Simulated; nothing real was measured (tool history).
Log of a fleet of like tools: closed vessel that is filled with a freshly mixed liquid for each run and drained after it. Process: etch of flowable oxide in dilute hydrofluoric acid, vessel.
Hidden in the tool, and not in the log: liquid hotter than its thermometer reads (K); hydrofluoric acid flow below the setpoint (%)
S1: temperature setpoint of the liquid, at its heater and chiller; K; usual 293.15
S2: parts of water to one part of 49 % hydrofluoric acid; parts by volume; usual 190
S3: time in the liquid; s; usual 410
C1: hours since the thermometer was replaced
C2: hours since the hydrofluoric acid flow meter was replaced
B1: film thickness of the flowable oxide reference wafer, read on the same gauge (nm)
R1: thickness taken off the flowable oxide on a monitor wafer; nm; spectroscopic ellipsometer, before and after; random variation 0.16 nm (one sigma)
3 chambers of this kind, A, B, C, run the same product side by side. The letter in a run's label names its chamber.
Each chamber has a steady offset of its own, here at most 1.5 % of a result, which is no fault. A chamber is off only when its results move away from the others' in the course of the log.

run   hour      S1   S2   S3      C1     C2      B1      R1
 1A    4.4  293.15  190  410  1053.8  121.8  30.005  49.075
 2C    8.5  293.15  190  410   342.1   83.1  30.006  50.415
 3B   13.4  293.15  190  410   721.5  320.9  30.009  49.642
 4C   16.9  293.15  190  410   350.5   91.5  30.014  50.461
 5B   22.7  293.15  190  410   730.8  330.2  30.001  49.733
 6A   26.7  293.15  190  410  1076.1  144.1  30.012  49.605
 7A   30.6  293.15  225  650    1080    148  30.012  64.356
 8B   37.8  293.15  225  650   745.9  345.3  30.001   64.47
 9C   45.1  293.15  225  650   378.7  119.7  29.997  65.383
10A   50.6  293.15  190  410    1100    168  30.003  49.745
11B   55.2  293.15  190  410   763.3  362.7  29.995  49.877
12C   63.1  293.15  190  410   396.7  137.7  30.011  50.447
13A   70.3  293.15  190  410  1119.7  187.7   29.99  49.316
14B   74.7  295.15  190  260   782.8  382.2  30.001   34.18
15C   80.2  295.15  190  260   413.8  154.8  30.005  34.852
16B   86.4  295.15  190  260   794.5  393.9  29.996   34.32
17C   89.8  293.15  190  410   423.4  164.4  29.997  51.101
18A   93.8  293.15  190  410  1143.2  211.2  30.002  49.715
19A   99.5  293.15  190  285  1148.9  216.9  30.017  34.233
20B  105.5  293.15  190  285   813.6    413  30.005  34.654
21C  112.2  293.15  190  285   445.8  186.8  30.011  35.412
22C  119.7  293.15  190  410   453.3  194.3  30.022  51.132
23B  126.8  293.15  190  410   834.9  434.3  30.009  49.958
24A  133.5  293.15  190  410  1182.9  250.9  29.987  49.389
25C  139.1  293.15  190  410   472.7  213.7  30.012  51.361

All 3 chambers run these settings next. Forecast each chamber's results:
26A  144.8  293.15  190  410               ?
26B  144.8  293.15  190  410               ?
26C  144.8  293.15  190  410               ?

run      R1
26A  49.544
26B  49.808
26C  51.273
